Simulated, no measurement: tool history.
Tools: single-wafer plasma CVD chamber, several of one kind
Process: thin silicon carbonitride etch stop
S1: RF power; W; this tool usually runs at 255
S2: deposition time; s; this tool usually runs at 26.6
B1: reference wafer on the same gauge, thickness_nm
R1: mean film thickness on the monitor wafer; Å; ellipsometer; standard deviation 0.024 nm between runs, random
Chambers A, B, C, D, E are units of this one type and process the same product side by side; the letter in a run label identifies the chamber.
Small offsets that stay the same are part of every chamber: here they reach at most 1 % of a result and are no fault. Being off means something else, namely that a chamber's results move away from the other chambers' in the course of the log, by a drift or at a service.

run     day   S1    S2      B1      R1
 1D   0.458  255  26.6  17.902  163.07
 2B   1.008  255  26.6  17.895  161.12
 3A   1.296  255  26.6  17.888  161.81
 4E   1.821  255  26.6  17.882  163.46
 5C   2.192  280  26.6  17.882  167.28
 6A   2.638  280  26.6  17.882  166.38
 7B   2.896  280  26.6  17.875  165.98
 8D   3.358  280  26.6  17.878  167.46
 9C   3.779  280  26.6   17.87  167.41
10E   4.317  255  26.6  17.863  163.08
11C   4.625  255  26.6  17.864  162.39
12D   5.188  255  26.6  17.859  162.68
13E   5.704  255  26.6  17.844  163.21
14A   6.146  255  26.6   17.85  160.94
15B   6.558  255  26.6  17.852  161.13
16B   6.804  255  26.6  17.839   160.7
17E   7.317  255  26.6  17.833   162.8
18A   7.629  255  26.6  17.836  160.95
19C   7.929  255  26.6   17.83  161.99
      8.004  -- chamber A: RF generator calibrated
20D   8.362  255  26.6  17.833  162.61
21B   8.667  255  26.6  17.828  161.33
22E     9.2  255  26.6   17.82  162.97
23A   9.629  300  26.6  17.825  169.41
24D   9.925  300  26.6  17.818  170.34
25C  10.421  300  26.6  17.815  169.75
26E  10.896  300  26.6  17.809  170.58
27D  11.392  300  26.6    17.8  170.81
28A  11.762  295  31.2  17.801  197.15
29C  12.188  295  31.2  17.798  198.29
30B  12.479  295  31.2  17.795  196.98

Is one chamber out of step, is the gauge drifting, or do the chambers differ by no more than their own small offsets? For an off chamber, give its letter and the likeliest cause.

The gauge drifts, so all chambers seem to drift together. No chamber is off.
Most likely cause: gauge reads low (%) = 0.602.

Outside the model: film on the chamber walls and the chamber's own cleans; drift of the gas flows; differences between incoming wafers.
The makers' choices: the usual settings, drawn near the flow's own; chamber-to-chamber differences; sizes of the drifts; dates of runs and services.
